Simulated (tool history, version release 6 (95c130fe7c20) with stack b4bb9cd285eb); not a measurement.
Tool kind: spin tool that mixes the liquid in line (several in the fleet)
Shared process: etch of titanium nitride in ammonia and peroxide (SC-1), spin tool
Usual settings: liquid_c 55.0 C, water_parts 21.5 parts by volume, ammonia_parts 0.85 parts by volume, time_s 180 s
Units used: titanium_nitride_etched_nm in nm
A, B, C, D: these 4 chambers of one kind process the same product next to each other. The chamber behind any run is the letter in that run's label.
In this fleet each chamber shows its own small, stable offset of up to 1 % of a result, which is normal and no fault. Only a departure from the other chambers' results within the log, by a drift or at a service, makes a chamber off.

run,hour,liquid_c,water_parts,ammonia_parts,time_s,"read-back film thickness of the titanium nitride reference wafer, read on the same gauge (nm)",titanium_nitride_etched_nm
1D,8.5,55.0,21.5,0.85,180,120.00,6.4544
2C,17.7,55.0,21.5,0.85,180,119.99,6.4488
3A,24.3,55.0,21.5,0.85,180,120.00,6.5356
4B,31.5,55.0,21.5,0.85,180,120.02,6.4693
5D,39.1,55.0,21.5,0.85,180,120.00,6.4258
6B,47.8,50.0,17.0,0.85,180,120.00,5.2589
7C,53.8,50.0,17.0,0.85,180,120.00,5.1741
8A,60.2,50.0,17.0,0.85,180,120.01,5.2277
9A,65.7,50.0,17.0,0.85,180,119.99,5.2913
# hour 71.1: chamber A: ammonia flow meter replaced
10B,72.4,47.0,21.5,0.85,255,119.99,5.2360
11D,80.3,47.0,21.5,0.85,255,120.02,5.2723
12C,87.1,47.0,21.5,0.85,255,119.99,5.2544
13C,96.5,47.0,21.5,0.85,255,120.01,5.2376
14A,106.1,55.0,21.5,0.85,180,120.01,6.4930
# hour 114.2: chamber B: thermometer replaced
15D,114.2,55.0,21.5,0.85,180,119.96,6.4558
16B,123.4,55.0,21.5,0.85,180,119.99,6.4967
17D,129.1,55.0,21.5,0.85,180,120.01,6.4598
# hour 133.6: chamber D: ammonia flow meter replaced
18B,134.1,55.0,21.5,0.85,180,119.98,6.4705
19C,141.3,55.0,21.5,0.85,180,120.02,6.3943
20A,147.2,55.0,21.5,0.85,180,120.01,6.4910
21D,154.8,55.0,21.5,0.85,180,120.00,6.4832
22C,162.4,55.0,21.5,0.85,180,120.02,6.3910
23A,171.7,55.0,21.5,0.85,180,119.99,6.5210
24B,181.2,55.0,21.5,0.85,180,120.01,6.4610
25A,191.3,55.0,21.5,0.85,180,120.01,6.5146
26C,195.9,55.0,21.5,0.85,180,120.01,6.3857
27B,203.1,46.5,21.5,0.85,180,120.00,3.5743
28D,209.3,46.5,21.5,0.85,180,119.99,3.5868
29C,215.8,46.5,21.5,0.85,180,120.00,3.5643
30B,222.8,46.5,21.5,0.85,180,120.01,3.5607

Is one chamber out of step, is the gauge drifting, or do the chambers differ by no more than their own small offsets? For an off chamber, give its letter and the likeliest cause.

Beyond each chamber's small constant offset nothing stands out, and the gauge stays steady.
